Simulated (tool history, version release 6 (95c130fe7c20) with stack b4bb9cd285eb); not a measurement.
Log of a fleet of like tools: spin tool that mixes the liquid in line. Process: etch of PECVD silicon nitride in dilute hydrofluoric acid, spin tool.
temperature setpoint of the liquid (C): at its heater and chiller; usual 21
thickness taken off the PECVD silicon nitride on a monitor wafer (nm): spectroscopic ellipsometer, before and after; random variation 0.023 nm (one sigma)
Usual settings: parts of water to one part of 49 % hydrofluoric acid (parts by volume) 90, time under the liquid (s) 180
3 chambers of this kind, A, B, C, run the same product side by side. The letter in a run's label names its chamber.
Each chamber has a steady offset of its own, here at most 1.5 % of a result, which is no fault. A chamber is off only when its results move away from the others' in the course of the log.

run,hour,temperature setpoint of the liquid (C),parts of water to one part of 49 % hydrofluoric acid (parts by volume),time under the liquid (s),hours since the thermometer was replaced,hours since the hydrofluoric acid flow meter was replaced,"read-back film thickness of the PECVD silicon nitride reference wafer, read on the same gauge (nm)",thickness taken off the PECVD silicon nitride on a monitor wafer (nm)
1A,3.4,21,90,180,2170.8,489.2,139.97,3.4066
2C,7.3,21,90,180,613.2,577.0,140.01,3.3677
3B,14.4,21,90,180,241.2,1077.4,139.99,3.4118
4A,20.6,21,90,180,2188.0,506.4,139.98,3.4232
5B,23.9,21,90,180,250.7,1086.9,140.06,3.4874
6C,30.7,21,90,180,636.6,600.4,140.00,3.3417
7C,36.3,18,70,180,642.2,606.0,139.96,3.5108
8B,39.7,18,70,180,266.5,1102.7,140.02,3.5579
9A,45.0,18,70,180,2212.4,530.8,140.04,3.5779
10A,51.7,21,90,180,2219.1,537.5,140.03,3.4014
11B,58.3,21,90,180,285.1,1121.3,140.00,3.3986
12C,62.3,21,90,180,668.2,632.0,140.03,3.3860
13B,67.0,21,90,180,293.8,1130.0,140.00,3.4091
14C,71.3,21,90,180,677.2,641.0,139.99,3.3767
15A,75.7,21,90,180,2243.1,561.5,140.02,3.4319
16A,80.9,21,90,180,2248.3,566.7,139.98,3.3849
17B,86.7,21,90,180,313.5,1149.7,139.95,3.4484
18C,90.4,21,90,180,696.3,660.1,140.00,3.3401
19B,96.4,21,90,180,323.2,1159.4,140.01,3.4323
20A,101.4,21,90,180,2268.8,587.2,139.99,3.3870
21C,107.3,21,90,180,713.2,677.0,139.97,3.3512
22B,110.3,21,90,180,337.1,1173.3,139.98,3.4264
23C,114.4,21,90,180,720.3,684.1,140.02,3.3668
24A,117.5,21,90,180,2284.9,603.3,139.98,3.4188
25A,123.0,21,90,180,2290.4,608.8,140.06,3.4232
26B,126.1,21,90,180,352.9,1189.1,139.98,3.4634
27C,132.4,21,90,180,738.3,702.1,140.01,3.3817
28A,137.4,21,90,180,2304.8,623.2,140.02,3.4218
29C,142.8,21,90,180,748.7,712.5,139.99,3.3952
30B,147.7,21,90,180,374.5,1210.7,140.01,3.4578
31C,153.9,21,90,180,759.8,723.6,140.01,3.3602
32A,159.6,21,90,180,2327.0,645.4,139.98,3.4301
33B,166.4,21,90,130,393.2,1229.4,139.96,2.5197
34A,172.4,21,90,130,2339.8,658.2,140.01,2.4385
35B,177.5,21,90,130,404.3,1240.5,139.96,2.4794
# hour 180.8: chamber A: hydrofluoric acid flow meter replaced
36C,181.1,21,90,180,787.0,750.8,140.01,3.4096
37B,185.1,21,90,180,411.9,1248.1,140.01,3.4520
38C,190.2,21,90,180,796.1,759.9,139.97,3.3597
39A,196.9,21,90,180,2364.3,16.2,140.00,3.4012
40A,201.4,21,90,180,2368.8,20.7,140.00,3.4512
41C,205.2,21,90,180,811.1,774.9,139.96,3.3497

All 3 chambers run these settings next. Forecast each chamber's results:
42A,210.2,25,90,180,,,,?
42B,210.2,25,90,180,,,,?
42C,210.2,25,90,180,,,,?

run,thickness taken off the PECVD silicon nitride on a monitor wafer (nm)
42A,4.4654
42B,4.5124
42C,4.4048
